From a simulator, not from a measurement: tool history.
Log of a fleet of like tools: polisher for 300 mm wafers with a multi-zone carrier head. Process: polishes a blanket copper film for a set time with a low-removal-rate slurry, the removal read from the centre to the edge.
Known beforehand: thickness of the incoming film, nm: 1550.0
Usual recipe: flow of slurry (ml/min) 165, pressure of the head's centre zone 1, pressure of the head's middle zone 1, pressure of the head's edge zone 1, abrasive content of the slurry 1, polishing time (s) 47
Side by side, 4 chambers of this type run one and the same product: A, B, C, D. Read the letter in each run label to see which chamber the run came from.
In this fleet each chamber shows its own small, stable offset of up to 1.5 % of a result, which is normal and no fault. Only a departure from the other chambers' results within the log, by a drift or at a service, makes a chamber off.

run,hour,flow of slurry (ml/min),pressure of the head's centre zone,pressure of the head's middle zone,pressure of the head's edge zone,abrasive content of the slurry,polishing time (s),wafers polished on this pad,hours since the slurry nozzle was cleaned,hours since the centre zone pressure was calibrated,hours since the edge zone pressure was calibrated,film removed at the wafer's centre (Å),film removed at mid-radius (Å),film removed at the wafer's edge (Å)
# hour 0.4: chamber C: worn pad replaced by a new one
# hour 4: chamber A: worn pad replaced by a new one
# hour 9.5: chamber D: worn pad replaced by a new one
1C,12.1,165,1,1,1,1,47,108,216.9,675.1,294,1123,1139.7,1126.4
2B,26.3,165,1,1,1,1,47,569,188.4,466.5,474.8,1157.4,1137.8,1143.4
3A,41.4,165,1,1,1,1,47,344,121,412.3,900.6,1149.2,1160.9,1131.1
4D,50.4,165,1,1,1,1,47,377,376.7,448.1,218.4,1128.4,1163.5,1158.9
# hour 51.6: chamber B: worn pad replaced by a new one
5D,64,165,1,1,1,1,47,502,390.3,461.7,232,1143.1,1159.3,1145.8
6C,74.7,190,1,1,1,1,47,684,279.5,737.7,356.6,1158.1,1163.1,1154.9
# hour 82.2: chamber C: worn pad replaced by a new one
7B,83.2,190,1,1,1,1,47,291,245.3,523.4,531.7,1180.5,1155.5,1159.2
8A,92.5,190,1,1,1,1,47,814,172.1,463.4,951.7,1183,1157.8,1162.5
# hour 93: chamber D: worn pad replaced by a new one
9B,103.8,190,1,1,1,1,47,481,265.9,544,552.3,1176.5,1181.1,1156.3
10A,114.9,165,1,1,1,1,47,1020,194.5,485.8,974.1,1153.2,1143.4,1120.2
11C,124.5,165,1,1,1,1,47,389,329.3,787.5,406.4,1116.1,1163.2,1132.2
# hour 127.5: chamber A: worn pad replaced by a new one
# hour 130.1: chamber B: worn pad replaced by a new one
12D,134.2,165,1,1,1,1,47,379,460.5,531.9,302.2,1147.4,1128.3,1150.7
13B,148.7,165,1,0.95,1,1,47,171,310.8,588.9,597.2,1150.1,1087.4,1140.1
# hour 158.4: chamber D: slurry nozzle cleaned
14C,163.8,165,1,0.95,1,1,47,751,368.6,826.8,445.7,1121.1,1092.5,1134.5
# hour 168.7: chamber C: worn pad replaced by a new one
15D,170.5,165,1,0.95,1,1,47,713,12.1,568.2,338.5,1141.8,1098.8,1142.9
16A,181.4,165,1,0.95,1,1,47,496,261,552.3,1040.6,1150.6,1085.4,1147.1
# hour 183.4: chamber D: edge zone pressure recalibrated
17A,190.2,165,1,0.91,0.93,1,47,577,269.8,561.1,1049.4,1158.4,1011,1079.7
# hour 193.5: chamber D: worn pad replaced by a new one
18D,204,165,1,0.91,0.93,1,47,97,45.6,601.7,20.7,1137.6,1059.6,1113.1
19C,216.2,165,1,0.91,0.93,1,47,437,421,879.2,498.1,1127.9,1060.3,1103
20B,229.7,165,1,0.91,0.93,1,47,917,391.8,669.9,678.2,1162.6,1065.6,1108.8
# hour 231.6: chamber B: worn pad replaced by a new one
21D,244.6,165,1,1,1,1,47,470,86.2,642.3,61.3,1139.5,1145.4,1151.7
# hour 247.6: chamber C: edge zone pressure recalibrated
# hour 252.8: chamber A: worn pad replaced by a new one
22A,253.8,165,1,1,1,1,38,9,333.4,624.7,1113,932.1,929.44,921.35
# hour 258.2: chamber C: worn pad replaced by a new one
23C,266.2,165,1,1,1,1,38,73,471,929.2,18.7,914.27,928.87,920.49
24B,277.1,165,1,1,1,1,38,419,439.2,717.3,725.6,928.51,899.34,911.92
25D,284,165,1,1,1,1,38,833,125.6,681.7,100.7,925.54,926.64,924.98
# hour 290.3: chamber D: worn pad replaced by a new one
26A,294.4,165,1,1,1,1,47,382,374,665.3,1153.6,1139.2,1150.9,1125.3
27C,301.3,165,1,1,1,1,47,396,506.1,964.3,53.8,1120.9,1137,1137.6
# hour 302: chamber B: edge zone pressure recalibrated
28B,309,165,1,0.92,1,1,47,712,471.1,749.2,7,1158.3,1037.8,1137.7
# hour 317: chamber C: slurry nozzle cleaned
29D,318.8,165,1,0.92,1,1,47,262,160.4,716.5,135.5,1134.3,1068.5,1158
# hour 330.7: chamber B: worn pad replaced by a new one
30A,332.3,165,1,0.92,1,1,47,731,411.9,703.2,1191.5,1142.9,1046.2,1137.7
31C,342,165,1,0.92,1,1,47,771,25,1005,94.5,1122.6,1059.5,1141.1
# hour 344.9: chamber C: worn pad replaced by a new one
32B,355.7,165,1,1,1,1,47,230,517.8,795.9,53.7,1149.2,1161.8,1130.2
33C,365.3,165,1,1,1,1,47,187,48.3,1028.3,117.8,1133.5,1145.9,1123.7
34D,372.7,165,1,1,1,1,47,758,214.3,770.4,189.4,1145.3,1141,1140.6
# hour 373.8: chamber D: worn pad replaced by a new one
# hour 376.4: chamber B: slurry nozzle cleaned
# hour 378.6: chamber A: worn pad replaced by a new one
35A,379.7,165,1,1,1,1,47,10,459.3,750.6,1238.9,1157.5,1128.3,1138.3
36B,393.1,165,1,1,1,1,47,574,16.7,833.3,91.1,1137.8,1136.8,1132.5
37A,403.8,165,1,1,1,1,47,232,483.4,774.7,1263,1162.4,1155.1,1144.7
38B,411.7,165,1,1,1,1,47,745,35.3,851.9,109.7,1156.3,1149,1127.9
# hour 418.2: chamber B: worn pad replaced by a new one
39D,421.3,210,1,1,1,1,47,437,262.9,819,238,1187.6,1179,1187.1
# hour 430.7: chamber C: worn pad replaced by a new one
40C,436.7,210,1,1,1,1,47,55,119.7,1099.7,189.2,1175.8,1179.9,1159.2
41B,448.8,210,1,1,1,1,47,281,72.4,889,146.8,1207.5,1171,1166.2

Decide between three cases: one chamber stands off from its peers, the gauge reading all wafers drifts, or nothing is wrong past each chamber's small offset. Where a chamber is off, say which and what most likely put it there.

Beyond each chamber's small constant offset nothing stands out, and the gauge stays steady.

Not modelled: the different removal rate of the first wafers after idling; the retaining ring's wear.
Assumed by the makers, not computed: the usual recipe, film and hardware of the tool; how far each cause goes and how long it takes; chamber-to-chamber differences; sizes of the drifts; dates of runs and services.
